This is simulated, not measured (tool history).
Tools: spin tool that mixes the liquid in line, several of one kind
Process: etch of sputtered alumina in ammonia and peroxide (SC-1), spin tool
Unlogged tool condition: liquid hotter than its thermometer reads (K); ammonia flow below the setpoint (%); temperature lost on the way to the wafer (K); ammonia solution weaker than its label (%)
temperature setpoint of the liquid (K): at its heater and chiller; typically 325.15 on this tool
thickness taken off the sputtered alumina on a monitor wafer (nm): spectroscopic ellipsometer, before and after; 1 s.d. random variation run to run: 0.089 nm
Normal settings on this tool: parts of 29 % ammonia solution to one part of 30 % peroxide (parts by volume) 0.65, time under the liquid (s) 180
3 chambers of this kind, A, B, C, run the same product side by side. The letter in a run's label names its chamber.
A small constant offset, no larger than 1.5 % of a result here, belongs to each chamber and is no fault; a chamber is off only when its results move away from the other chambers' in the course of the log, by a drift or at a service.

run,hour,temperature setpoint of the liquid (K),parts of 29 % ammonia solution to one part of 30 % peroxide (parts by volume),time under the liquid (s),hours since the thermometer was replaced,hours since the ammonia flow meter was replaced,hours since the heated supply line was repaired,hours since the drum of ammonia solution was connected,"read-back film thickness of the sputtered alumina reference wafer, read on the same gauge (nm)",thickness taken off the sputtered alumina on a monitor wafer (nm)
1C,5.3,325.15,0.65,180,1769.4,1786.2,155.2,289.9,150.01,10.8500
2A,11.6,325.15,0.65,180,528.4,661.5,900.7,465.4,150.00,10.9340
3B,17.2,325.15,0.65,180,787.4,50.1,151.5,228.4,150.00,10.8830
4A,24.5,325.15,0.65,180,541.3,674.4,913.6,478.3,149.99,11.0010
5C,32.9,325.15,0.65,180,1797.0,1813.8,182.8,317.5,149.99,10.9710
# hour 39.8: chamber C: ammonia flow meter replaced
6B,42.3,325.15,0.80,180,812.5,75.2,176.6,253.5,150.00,11.0510
7A,48.1,325.15,0.80,180,564.9,698.0,937.2,501.9,150.02,10.8540
8B,53.6,325.15,0.80,180,823.8,86.5,187.9,264.8,150.01,11.0390
9C,60.4,325.15,0.65,180,1824.5,20.6,210.3,345.0,150.01,10.9760
10C,67.1,325.15,0.65,180,1831.2,27.3,217.0,351.7,150.01,11.0310
11B,77.7,325.15,0.65,180,847.9,110.6,212.0,288.9,150.01,10.9440
12A,82.6,325.15,0.65,180,599.4,732.5,971.7,536.4,150.00,10.4980
13B,90.8,325.15,0.65,180,861.0,123.7,225.1,302.0,150.00,11.0880
14A,100.5,325.15,0.65,180,617.3,750.4,989.6,554.3,149.98,10.4950
15C,110.7,325.15,0.65,180,1874.8,70.9,260.6,395.3,150.01,10.9500
16B,120.5,325.15,0.65,180,890.7,153.4,254.8,331.7,149.98,10.7350
17A,130.9,331.15,0.65,180,647.7,780.8,1020.0,584.7,149.98,14.0880
18C,139.5,331.15,0.65,180,1903.6,99.7,289.4,424.1,149.99,15.0870
19B,146.2,331.15,0.65,180,916.4,179.1,280.5,357.4,149.99,15.0230
20C,156.6,325.15,0.65,180,1920.7,116.8,306.5,441.2,149.99,10.8780
21A,165.1,325.15,0.65,180,681.9,815.0,1054.2,618.9,150.01,9.9545
22C,171.1,325.15,0.65,180,1935.2,131.3,321.0,455.7,150.00,10.9260
23B,180.8,325.15,0.65,180,951.0,213.7,315.1,392.0,149.98,10.9980
24A,187.8,319.65,0.65,260,704.6,837.7,1076.9,641.6,150.00,10.5060
25B,194.6,319.65,0.65,260,964.8,227.5,328.9,405.8,150.02,11.6370
26C,203.6,319.65,0.65,260,1967.7,163.8,353.5,488.2,150.00,11.8380
27A,212.9,325.15,0.65,180,729.7,862.8,1102.0,666.7,150.02,9.7294
28B,221.7,325.15,0.65,180,991.9,254.6,356.0,432.9,150.02,10.9640

All chambers now run identical settings, listed one chamber a line with results as question marks. What results will each chamber show?
29A,229.3,328.65,0.65,180,,,,,,?
29B,229.3,328.65,0.65,180,,,,,,?
29C,229.3,328.65,0.65,180,,,,,,?

run,thickness taken off the sputtered alumina on a monitor wafer (nm)
29A,11.7810
29B,13.3300
29C,13.4750
